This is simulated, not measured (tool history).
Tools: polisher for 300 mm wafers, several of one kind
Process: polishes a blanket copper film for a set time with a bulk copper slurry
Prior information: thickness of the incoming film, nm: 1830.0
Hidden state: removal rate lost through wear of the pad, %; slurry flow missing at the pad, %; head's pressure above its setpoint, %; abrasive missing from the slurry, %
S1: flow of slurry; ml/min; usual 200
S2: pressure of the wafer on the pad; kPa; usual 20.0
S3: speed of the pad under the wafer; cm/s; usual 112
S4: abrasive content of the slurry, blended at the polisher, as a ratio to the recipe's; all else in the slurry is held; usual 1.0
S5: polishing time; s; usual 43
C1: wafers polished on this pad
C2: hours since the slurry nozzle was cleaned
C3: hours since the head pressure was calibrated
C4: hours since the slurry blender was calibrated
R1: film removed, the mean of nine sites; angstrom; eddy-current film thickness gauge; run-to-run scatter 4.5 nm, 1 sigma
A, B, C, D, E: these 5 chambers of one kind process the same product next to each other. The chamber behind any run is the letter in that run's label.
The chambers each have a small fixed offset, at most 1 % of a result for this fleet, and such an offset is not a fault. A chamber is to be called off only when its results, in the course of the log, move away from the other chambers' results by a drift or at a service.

run	day	S1	S2	S3	S4	S5	C1	C2	C3	C4	R1
# day 0.283: chamber E: slurry blender recalibrated
# day 0.467: chamber A: worn pad replaced by a new one
1D	0.483	200	20.0	112	1.0	43	1038	480.1	329.7	99.8	4748.4
# day 0.621: chamber C: head pressure recalibrated
2B	1.046	200	20.0	112	1.0	43	937	228.4	835.2	68.6	4726.8
# day 1.442: chamber D: worn pad replaced by a new one
3C	1.679	200	20.0	112	1.0	43	835	337.1	25.4	158.7	4755.7
# day 1.821: chamber D: head pressure recalibrated
4E	1.996	200	20.0	112	1.0	43	1412	537.9	71.5	41.1	4729.9
# day 2.358: chamber B: worn pad replaced by a new one
# day 2.404: chamber D: slurry nozzle cleaned
5A	2.517	200	15.9	112	1.0	55	727	102.2	383.0	196.2	4863.7
# day 2.992: chamber C: worn pad replaced by a new one
6D	3.038	200	15.9	112	1.0	55	566	15.2	29.2	161.1	4738.9
# day 3.267: chamber D: slurry blender recalibrated
7B	3.471	200	15.9	112	1.0	55	395	286.6	893.4	126.8	4744.7
# day 3.538: chamber A: slurry blender recalibrated
8E	3.979	200	15.9	112	1.0	55	2116	585.5	119.1	88.7	4759.0
9A	4.450	200	15.9	112	1.0	55	1412	148.6	429.4	22.0	4848.6
# day 4.771: chamber A: worn pad replaced by a new one
# day 4.975: chamber B: slurry blender recalibrated
10C	5.054	200	20.0	112	1.0	43	732	418.1	106.4	239.7	4679.2
# day 5.112: chamber D: worn pad replaced by a new one
11A	5.342	200	20.0	112	1.0	43	203	170.0	450.8	43.4	4741.8
12E	5.767	200	20.0	112	1.2	54	2750	628.4	162.0	131.6	6180.7
# day 5.783: chamber C: slurry blender recalibrated
# day 6.050: chamber B: worn pad replaced by a new one
13D	6.392	200	20.0	112	1.2	54	453	95.7	109.7	75.1	6222.5
14C	6.996	200	20.0	112	1.2	54	1420	464.7	153.0	29.1	6148.1
15B	7.329	200	20.0	112	1.2	54	453	379.2	986.0	56.6	6180.5
# day 7.417: chamber E: slurry nozzle cleaned
# day 7.779: chamber C: worn pad replaced by a new one
16C	7.942	200	20.0	112	1.2	54	58	487.4	175.7	51.8	6223.5
17D	8.346	200	20.0	112	1.0	43	1147	142.6	156.6	122.0	4789.0
# day 8.533: chamber E: slurry blender recalibrated
18E	8.883	200	20.0	112	1.0	43	3855	35.2	236.8	8.5	4652.6
# day 9.000: chamber A: worn pad replaced by a new one
19A	9.412	200	20.0	112	1.0	43	146	267.7	548.5	141.1	4772.3
# day 9.488: chamber D: worn pad replaced by a new one
20B	9.808	200	20.0	112	1.0	43	1333	438.7	1045.5	116.1	4698.3
21A	10.238	200	20.0	112	1.0	43	439	287.5	568.3	160.9	4789.4
# day 10.329: chamber B: worn pad replaced by a new one
# day 10.642: chamber A: slurry nozzle cleaned
22D	10.846	200	20.0	112	1.0	43	482	202.6	216.6	182.0	4735.5
# day 10.938: chamber D: slurry blender recalibrated
23C	11.458	200	20.0	112	1.0	43	1305	571.8	260.1	136.2	4770.5
# day 11.608: chamber C: worn pad replaced by a new one
24E	11.921	200	20.0	112	1.0	43	4933	108.1	309.7	81.4	4553.1
# day 12.250: chamber B: slurry blender recalibrated
25B	12.304	200	20.0	112	1.0	43	700	498.6	1105.4	1.4	4687.5
# day 12.404: chamber B: slurry nozzle cleaned
# day 12.604: chamber A: slurry blender recalibrated
26E	12.933	200	20.0	112	1.0	43	5292	132.4	334.0	105.7	4577.0
# day 13.204: chamber B: head pressure recalibrated
27A	13.558	200	20.0	112	1.0	43	1617	70.1	648.0	22.9	4777.4
# day 13.588: chamber D: worn pad replaced by a new one
# day 13.671: chamber A: worn pad replaced by a new one
28C	13.967	200	20.0	112	1.0	43	836	632.0	320.3	196.4	4789.0
29B	14.400	200	20.0	88	1.0	32	1444	47.9	28.8	51.7	2834.8
# day 14.467: chamber B: worn pad replaced by a new one
# day 14.504: chamber C: slurry blender recalibrated
# day 14.642: chamber E: head pressure recalibrated
30D	15.025	200	20.0	88	1.0	32	510	302.9	316.9	98.2	2759.1
# day 15.108: chamber C: slurry nozzle cleaned
# day 15.542: chamber C: worn pad replaced by a new one
31C	15.554	200	20.0	88	1.0	32	5	10.8	358.4	25.2	2795.8
32D	16.188	200	20.0	88	1.0	32	922	330.8	344.8	126.1	2790.8
33E	16.512	200	20.0	88	1.0	32	6561	218.3	44.9	191.6	2579.0
34B	16.988	200	20.0	112	1.0	43	895	110.0	90.9	113.8	4758.4
# day 17.358: chamber D: head pressure recalibrated
# day 17.475: chamber E: slurry blender recalibrated
35A	17.483	200	20.0	98	1.0	43	1353	164.3	742.2	117.1	4155.2
# day 17.642: chamber A: worn pad replaced by a new one
# day 17.975: chamber D: worn pad replaced by a new one
36C	17.979	200	20.0	98	1.0	43	865	69.0	416.6	83.4	4142.8
37D	18.588	200	20.0	98	1.0	43	217	388.4	29.5	183.7	4148.2
# day 18.621: chamber D: slurry blender recalibrated
38A	19.042	200	20.0	98	1.0	43	496	201.7	779.6	154.5	4171.7
# day 19.212: chamber B: worn pad replaced by a new one
39E	19.354	200	20.0	98	1.0	43	7569	286.5	113.1	45.1	3857.6
# day 19.729: chamber C: worn pad replaced by a new one
# day 19.754: chamber B: slurry blender recalibrated
40B	19.758	200	20.0	112	1.0	43	194	176.5	157.4	0.2	4688.4
41C	20.262	200	13.8	152	1.0	43	189	123.8	471.4	138.2	4478.3
42D	20.825	200	13.8	152	1.0	43	1011	442.1	83.2	52.9	4493.2

One chamber off, gauge drift, or nothing amiss beyond the chambers' own small offsets? If it is a chamber, which one, and what is the likeliest cause?

One chamber, E, drifts off from the rest bit by bit.
Most likely cause: removal rate lost through wear of the pad, % = 8.27.

Which of the 4 candidates below, each the usual settings with something changed and its results left as question marks, puts chamber E back in line with what the other chambers give on the usual settings?
Allowed miss from the other chambers' usual-settings mean, per result, to count as in line: R1 160.0 angstrom
43E-1	21.300	200	20.0	132	1.05	43					?
43E-2	21.300	200	18.6	106	1.00	41					?
43E-3	21.300	200	20.0	112	1.00	47					?
43E-4	21.300	200	20.0	102	1.00	43					?

Mean of the other chambers on the usual settings: R1 4751.8 angstrom
run	R1
43E-1	5211.6
43E-2	3678.9
43E-3	4782.8
43E-4	3984.7
Change 43E-3 lands the chamber within the allowed miss of the other chambers.
